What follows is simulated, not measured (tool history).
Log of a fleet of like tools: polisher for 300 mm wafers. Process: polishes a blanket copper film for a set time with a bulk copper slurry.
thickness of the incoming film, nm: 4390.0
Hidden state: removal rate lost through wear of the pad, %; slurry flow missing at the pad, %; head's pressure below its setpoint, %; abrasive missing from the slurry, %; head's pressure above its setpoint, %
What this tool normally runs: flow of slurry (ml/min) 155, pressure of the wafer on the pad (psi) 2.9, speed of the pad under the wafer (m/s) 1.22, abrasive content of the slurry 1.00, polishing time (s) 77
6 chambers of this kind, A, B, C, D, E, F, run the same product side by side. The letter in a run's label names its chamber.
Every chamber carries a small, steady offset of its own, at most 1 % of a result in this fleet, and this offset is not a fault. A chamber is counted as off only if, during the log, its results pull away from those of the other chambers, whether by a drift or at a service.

run	day	flow of slurry (ml/min)	pressure of the wafer on the pad (psi)	speed of the pad under the wafer (m/s)	abrasive content of the slurry	polishing time (s)	wafers polished on this pad	hours since the slurry nozzle was cleaned	hours since the head pressure was calibrated	hours since the slurry blender was calibrated	film removed (Å)
1C	0.212	155	2.9	1.22	1.00	77	223	8.0	818.8	51.3	10679.0
2F	0.412	155	2.9	1.22	1.00	77	427	231.9	209.2	42.6	10622.0
3B	0.625	155	2.9	1.22	1.00	77	492	137.8	1480.5	399.3	10612.0
4A	0.812	155	2.9	1.22	1.00	77	343	119.0	541.9	68.9	10694.0
# day 0.925: chamber E: slurry nozzle cleaned
5E	0.979	155	2.9	1.22	1.00	77	189	1.3	1051.4	127.5	10694.0
6D	1.133	155	2.9	1.22	1.00	77	341	410.7	146.8	86.9	10470.0
7E	1.304	155	2.9	1.22	1.00	77	233	9.1	1059.2	135.3	10670.0
# day 1.333: chamber B: slurry blender recalibrated
# day 1.412: chamber B: worn pad replaced by a new one
8A	1.483	155	2.9	1.22	1.00	77	433	135.1	558.0	85.0	10612.0
9C	1.600	155	2.9	1.22	1.00	77	409	41.3	852.1	84.6	10795.0
10D	1.700	155	2.9	1.22	1.00	77	417	424.3	160.4	100.5	10611.0
11B	1.804	155	2.9	1.22	1.00	77	52	166.1	1508.8	11.3	10732.0
12F	1.933	155	2.9	1.22	1.00	77	630	268.4	245.7	79.1	10495.0
# day 2.088: chamber F: worn pad replaced by a new one
13D	2.167	155	2.9	1.22	1.00	77	480	435.5	171.6	111.7	10759.0
14C	2.321	155	2.9	1.22	1.00	77	505	58.6	869.4	101.9	10800.0
# day 2.325: chamber D: slurry blender recalibrated
15B	2.467	155	2.9	1.22	1.00	77	141	182.0	1524.7	27.2	10520.0
# day 2.567: chamber B: head pressure recalibrated
16F	2.675	155	2.9	1.22	1.00	77	78	286.2	263.5	96.9	10529.0
# day 2.692: chamber D: slurry nozzle cleaned
17A	2.850	155	2.9	1.22	1.00	77	616	167.9	590.8	117.8	10296.0
# day 2.942: chamber A: slurry blender recalibrated
# day 2.942: chamber D: worn pad replaced by a new one
18E	3.083	155	2.9	1.22	1.00	77	471	51.8	1101.9	178.0	10714.0
19A	3.225	155	2.9	1.22	1.00	77	666	176.9	599.8	6.8	10159.0
20C	3.408	155	2.9	1.22	1.00	77	651	84.7	895.5	128.0	10819.0
21E	3.600	155	2.9	1.22	1.00	77	540	64.2	1114.3	190.4	10645.0
22D	3.775	155	2.9	1.22	1.00	77	112	26.1	210.2	34.9	10596.0
23F	3.929	155	2.9	1.22	1.00	77	246	316.3	293.6	127.0	10648.0
24B	4.033	155	2.9	1.22	1.00	77	351	219.6	35.3	64.8	10823.0
25C	4.200	155	2.9	1.22	1.15	77	757	103.7	914.5	147.0	10976.0
26D	4.321	155	2.9	1.22	1.15	77	185	39.2	223.3	48.0	10869.0
27F	4.521	155	2.9	1.22	1.15	77	325	330.5	307.8	141.2	11022.0
# day 4.617: chamber F: head pressure recalibrated
28E	4.683	155	2.9	1.22	1.15	77	685	90.2	1140.3	216.4	11134.0
# day 4.858: chamber C: slurry blender recalibrated
29B	4.883	155	2.9	1.22	1.15	77	464	240.0	55.7	85.2	11169.0
30A	5.088	155	2.9	1.22	1.15	77	915	221.6	644.5	51.5	10089.0
31E	5.238	155	2.9	1.48	0.90	77	759	103.5	1153.6	229.7	12909.0
32C	5.346	155	2.9	1.48	0.90	77	910	131.2	942.0	11.8	12827.0
33F	5.550	155	2.9	1.48	0.90	77	463	355.2	22.4	165.9	12399.0
34D	5.754	155	2.9	1.48	0.90	77	376	73.6	257.7	82.4	12515.0
# day 5.771: chamber A: worn pad replaced by a new one
35B	5.992	155	2.9	1.48	0.90	77	613	266.6	82.3	111.8	12642.0
# day 6.200: chamber B: worn pad replaced by a new one
36A	6.217	155	2.9	1.48	0.90	77	59	248.7	671.6	78.6	11205.0
37F	6.450	155	2.9	1.22	1.00	77	583	376.8	44.0	187.5	10575.0
38A	6.629	155	2.9	1.22	1.00	77	114	258.6	681.5	88.5	9593.1
39D	6.767	155	2.9	1.22	1.00	77	512	97.9	282.0	106.7	10780.0
40B	6.971	155	2.9	1.22	1.00	77	103	290.1	105.8	135.3	10611.0

Is one chamber off against the others, does the gauge drift, or is nothing wrong? If a chamber is off, say which, and what the likeliest cause is.

One chamber, A, drifts off from the rest bit by bit.
What lies behind it: head's pressure below its setpoint, % = 12.1.
It could be hard to tell apart here from: slurry flow missing at the pad, %.

Which of the 4 candidates below, each the usual settings with something changed and its results left as question marks, puts chamber A back in line with what the other chambers give on the usual settings?
In-line tolerance around the mean of the other chambers on the usual settings: film removed (Å) 360.0
41A-1	7.138	155	2.9	1.06	1.00	77					?
41A-2	7.138	150	2.5	1.08	1.00	77					?
41A-3	7.138	160	3.3	1.38	1.00	77					?
41A-4	7.138	155	3.1	1.22	1.00	82					?

Usual-settings mean across the other chambers: film removed (Å) 10675.0
run	film removed (Å)
41A-1	8144.9
41A-2	7098.4
41A-3	12179.0
41A-4	10694.0
The answer is 41A-4, which returns the chamber to within the allowed miss of the others.
